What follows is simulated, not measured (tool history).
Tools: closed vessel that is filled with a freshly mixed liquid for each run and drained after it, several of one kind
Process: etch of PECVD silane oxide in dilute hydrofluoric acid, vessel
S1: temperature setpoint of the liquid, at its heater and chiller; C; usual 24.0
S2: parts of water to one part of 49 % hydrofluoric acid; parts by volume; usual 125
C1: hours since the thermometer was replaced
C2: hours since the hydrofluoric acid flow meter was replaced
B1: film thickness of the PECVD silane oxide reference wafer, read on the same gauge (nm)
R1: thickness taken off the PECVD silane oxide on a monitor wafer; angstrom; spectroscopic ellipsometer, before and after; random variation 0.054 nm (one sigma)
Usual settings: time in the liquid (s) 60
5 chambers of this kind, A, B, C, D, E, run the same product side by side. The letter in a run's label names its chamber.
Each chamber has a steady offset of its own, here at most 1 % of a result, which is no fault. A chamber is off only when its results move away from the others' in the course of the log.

Run 1B, hour 3.9: usual settings; C1 1947.1; C2 625.0; B1 79.968. Result: R1 165.60 angstrom.
Run 2D, hour 6.7: usual settings; C1 844.6; C2 481.4; B1 79.994. Result: R1 165.36 angstrom.
Run 3E, hour 10.6: usual settings; C1 1127.4; C2 281.6; B1 80.010. Result: R1 164.64 angstrom.
Run 4C, hour 14.9: usual settings; C1 609.3; C2 200.2; B1 79.969. Result: R1 166.53 angstrom.
Run 5A, hour 20.0: usual settings; C1 743.2; C2 101.3; B1 79.987. Result: R1 165.32 angstrom.
Run 6D, hour 25.4: usual settings; C1 863.3; C2 500.1; B1 79.986. Result: R1 165.86 angstrom.
Run 7A, hour 30.6: usual settings; C1 753.8; C2 111.9; B1 79.997. Result: R1 164.37 angstrom.
Run 8C, hour 33.7: usual settings; C1 628.1; C2 219.0; B1 80.009. Result: R1 166.64 angstrom.
Run 9B, hour 37.6: usual settings; C1 1980.8; C2 658.7; B1 79.983. Result: R1 165.97 angstrom.
Run 10E, hour 40.4: usual settings; C1 1157.2; C2 311.4; B1 79.986. Result: R1 164.41 angstrom.
Run 11E, hour 44.4: usual settings; C1 1161.2; C2 315.4; B1 80.021. Result: R1 164.76 angstrom.
Run 12A, hour 48.6: usual settings but S1 26.5 C, S2 185 parts by volume; C1 771.8; C2 129.9; B1 79.989. Result: R1 112.85 angstrom.
Run 13B, hour 51.0: usual settings but S1 26.5 C, S2 185 parts by volume; C1 1994.2; C2 672.1; B1 79.997. Result: R1 114.53 angstrom.
Run 14D, hour 54.9: usual settings but S1 26.5 C, S2 185 parts by volume; C1 892.8; C2 529.6; B1 79.988. Result: R1 114.41 angstrom.
Run 15C, hour 57.8: usual settings but S1 26.5 C, S2 185 parts by volume; C1 652.2; C2 243.1; B1 80.029. Result: R1 113.94 angstrom.
Run 16B, hour 60.6: usual settings but S1 26.5 C, S2 185 parts by volume; C1 2003.8; C2 681.7; B1 79.979. Result: R1 114.83 angstrom.
Run 17D, hour 65.0: usual settings but S1 28.5 C; C1 902.9; C2 539.7; B1 79.999. Result: R1 196.70 angstrom.
Run 18E, hour 69.4: usual settings but S1 28.5 C; C1 1186.2; C2 340.4; B1 80.001. Result: R1 196.93 angstrom.
Run 19A, hour 72.5: usual settings but S1 28.5 C; C1 795.7; C2 153.8; B1 79.963. Result: R1 192.18 angstrom.
Run 20C, hour 75.7: usual settings but S1 28.5 C; C1 670.1; C2 261.0; B1 79.997. Result: R1 196.54 angstrom.
Run 21E, hour 78.3: usual settings but S1 28.5 C; C1 1195.1; C2 349.3; B1 80.008. Result: R1 196.42 angstrom.
Run 22C, hour 83.2: usual settings; C1 677.6; C2 268.5; B1 79.985. Result: R1 166.61 angstrom.
Run 23D, hour 87.9: usual settings; C1 925.8; C2 562.6; B1 79.956. Result: R1 164.80 angstrom.
Run 24A, hour 91.4: usual settings but S1 27.0 C, time in the liquid (s) 80; C1 814.6; C2 172.7; B1 80.003. Result: R1 241.99 angstrom.
Run 25B, hour 95.2: usual settings but S1 27.0 C, time in the liquid (s) 80; C1 2038.4; C2 716.3; B1 79.969. Result: R1 247.13 angstrom.
Run 26C, hour 99.3: usual settings but S1 27.0 C, time in the liquid (s) 80; C1 693.7; C2 284.6; B1 79.983. Result: R1 248.02 angstrom.
At hour 101.4: chamber D: thermometer replaced.
Run 27A, hour 102.0: usual settings but S1 27.0 C, time in the liquid (s) 80; C1 825.2; C2 183.3; B1 79.993. Result: R1 240.94 angstrom.
Run 28E, hour 106.1: usual settings but S1 27.0 C, time in the liquid (s) 80; C1 1222.9; C2 377.1; B1 79.995. Result: R1 245.68 angstrom.
Run 29B, hour 111.5: usual settings; C1 2054.7; C2 732.6; B1 79.991. Result: R1 165.28 angstrom.
Run 30D, hour 115.4: usual settings; C1 14.1; C2 590.1; B1 80.021. Result: R1 165.77 angstrom.
Run 31B, hour 119.8: usual settings; C1 2063.0; C2 740.9; B1 79.995. Result: R1 166.23 angstrom.
Run 32A, hour 123.7: usual settings; C1 846.9; C2 205.0; B1 79.982. Result: R1 160.06 angstrom.
Run 33E, hour 127.6: usual settings; C1 1244.4; C2 398.6; B1 80.024. Result: R1 164.24 angstrom.
Run 34C, hour 130.2: usual settings but S1 19.0 C, time in the liquid (s) 95; C1 724.6; C2 315.5; B1 79.987. Result: R1 217.35 angstrom.

All 5 chambers run these settings next. Forecast each chamber's results:
Run 35A, hour 134.1: usual settings. Result: R1 ?.
Run 35B, hour 134.1: usual settings. Result: R1 ?.
Run 35C, hour 134.1: usual settings. Result: R1 ?.
Run 35D, hour 134.1: usual settings. Result: R1 ?.
Run 35E, hour 134.1: usual settings. Result: R1 ?.

run      R1
35A  159.32
35B  165.61
35C  166.79
35D  165.84
35E  164.53

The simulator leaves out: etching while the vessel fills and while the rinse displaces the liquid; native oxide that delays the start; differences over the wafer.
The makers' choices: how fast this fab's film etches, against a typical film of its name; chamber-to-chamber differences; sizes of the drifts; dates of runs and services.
